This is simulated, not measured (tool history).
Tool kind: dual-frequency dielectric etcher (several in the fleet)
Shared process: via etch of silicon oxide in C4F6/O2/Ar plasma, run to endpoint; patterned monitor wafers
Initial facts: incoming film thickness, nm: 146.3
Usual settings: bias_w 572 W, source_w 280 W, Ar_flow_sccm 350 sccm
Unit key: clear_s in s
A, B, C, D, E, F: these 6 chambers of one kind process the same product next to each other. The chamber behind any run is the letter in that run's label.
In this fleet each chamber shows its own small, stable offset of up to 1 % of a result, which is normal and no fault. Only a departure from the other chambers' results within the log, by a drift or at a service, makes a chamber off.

run     day  bias_w  source_w  Ar_flow_sccm  hours since the last wet clean  hours since the last bias power generator calibration  hours since the last source power generator calibration  hours since the last Ar flow controller change  clear_s
 1D   0.450     572       280           350                           303.4                                                 1157.2                                                   2325.3                                           130.9   35.126
 2C   0.917     572       280           350                           299.1                                                 1434.2                                                   1670.6                                           277.5   35.136
 3F   1.421     572       280           350                           407.0                                                  553.8                                                    890.3                                          2441.9   35.609
 4A   1.696     572       280           350                           378.7                                                 2289.2                                                   1240.9                                          2619.2   34.950
 5B   1.958     572       280           350                           254.1                                                  624.5                                                   4148.5                                           997.6   35.717
 6E   2.500     572       280           350                           458.5                                                 1772.4                                                   4518.1                                          2172.5   35.521
 7F   3.092     572       280           350                           447.1                                                  593.9                                                    930.4                                          2482.0   35.925
 8B   3.604     572       280           350                           293.6                                                  664.0                                                   4188.0                                          1037.1   35.183
 9D   4.029     572       340           350                           389.3                                                 1243.1                                                   2411.2                                           216.8   32.822
10A   4.362     572       340           350                           442.7                                                 2353.2                                                   1304.9                                          2683.2   33.031
11E   4.658     572       340           350                           510.3                                                 1824.2                                                   4569.9                                          2224.3   33.559
12C   5.088     572       340           350                           399.2                                                 1534.3                                                   1770.7                                           377.6   32.656
13E   5.438     572       340           350                           529.0                                                 1842.9                                                   4588.6                                          2243.0   32.940
14C   5.996     572       340           350                           421.0                                                 1556.1                                                   1792.5                                           399.4   33.080
15B   6.350     572       280           350                           359.5                                                  729.9                                                   4253.9                                          1103.0   34.984
      6.825  -- chamber E: wet clean of the chamber
16F   6.850     572       280           350                           537.3                                                  684.1                                                   1020.6                                          2572.2   35.809
17D   7.379     572       280           350                           469.7                                                 1323.5                                                   2491.6                                           297.2   35.592
18A   7.829     572       280           350                           525.9                                                 2436.4                                                   1388.1                                          2766.4   35.910
      8.183  -- chamber E: bias power generator calibrated
19B   8.350     572       280           350                           407.5                                                  777.9                                                   4301.9                                          1151.0   35.549
      8.383  -- chamber B: wet clean of the chamber
20D   8.896     572       280           350                           506.1                                                 1359.9                                                   2528.0                                           333.6   35.027
21C   9.500     572       280           350                           505.1                                                 1640.2                                                   1876.6                                           483.5   35.091
22E  10.058     572       280           350                            77.7                                                   45.1                                                   4699.5                                          2353.9   35.313
     10.379  -- chamber A: wet clean of the chamber
23A  10.646     572       280           350                             6.5                                                 2504.0                                                   1455.7                                          2834.0   34.954
24F  11.217     572       280           350                           642.1                                                  788.9                                                   1125.4                                          2677.0   35.684
25C  11.667     572       280           350                           557.1                                                 1692.2                                                   1928.6                                           535.5   34.066
26E  11.929     572       280           350                           122.6                                                   90.0                                                   4744.4                                          2398.8   35.037
27A  12.517     572       280           350                            51.4                                                 2548.9                                                   1500.6                                          2878.9   35.294
     12.700  -- chamber F: wet clean of the chamber
28D  12.825     572       280           350                           600.4                                                 1454.2                                                   2622.3                                           427.9   35.282
     13.229  -- chamber E: source power generator calibrated
     13.333  -- chamber D: wet clean of the chamber
29F  13.425     572       280           350                            17.4                                                  841.9                                                   1178.4                                          2730.0   35.671
30B  13.775     572       280           350                           129.4                                                  908.1                                                   4432.1                                          1281.2   35.342
     13.896  -- chamber C: bias power generator calibrated
31E  14.208     518       280           408                           177.3                                                  144.7                                                     23.5                                          2453.5   37.496
32B  14.750     518       280           408                           152.8                                                  931.5                                                   4455.5                                          1304.6   37.748
33A  15.100     518       280           408                           113.4                                                 2610.9                                                   1562.6                                          2940.9   37.390
34F  15.612     518       280           408                            69.9                                                  894.4                                                   1230.9                                          2782.5   37.569
35C  16.079     518       280           408                           663.0                                                   52.5                                                   2034.5                                           641.4   36.201
36D  16.546     518       280           408                            77.2                                                 1543.5                                                   2711.6                                           517.2   37.044
     17.104  -- chamber B: source power generator calibrated
37B  17.138     499       280           390                           210.1                                                  988.8                                                      0.8                                          1361.9   37.880
38D  17.425     499       280           390                            98.3                                                 1564.6                                                   2732.7                                           538.3   38.207
39A  18.029     499       280           390                           183.7                                                 2681.2                                                   1632.9                                          3011.2   37.621
40C  18.400     499       280           390                           718.7                                                  108.2                                                   2090.2                                           697.1   36.077
41F  18.700     499       280           390                           144.0                                                  968.5                                                   1305.0                                          2856.6   38.078
42E  18.992     499       280           390                           292.1                                                  259.5                                                    138.3                                          2568.3   38.324
43F  19.575     572       280           350                           165.0                                                  989.5                                                   1326.0                                          2877.6   35.686

The same settings go to every chamber for the next run, one line per chamber below. Forecast the results for each:
44A  20.008     572       280           379                                                                                                                                                                                                        ?
44B  20.008     572       280           379                                                                                                                                                                                                        ?
44C  20.008     572       280           379                                                                                                                                                                                                        ?
44D  20.008     572       280           379                                                                                                                                                                                                        ?
44E  20.008     572       280           379                                                                                                                                                                                                        ?
44F  20.008     572       280           379                                                                                                                                                                                                        ?

run  clear_s
44A   35.779
44B   36.038
44C   34.010
44D   36.020
44E   36.290
44F   36.375
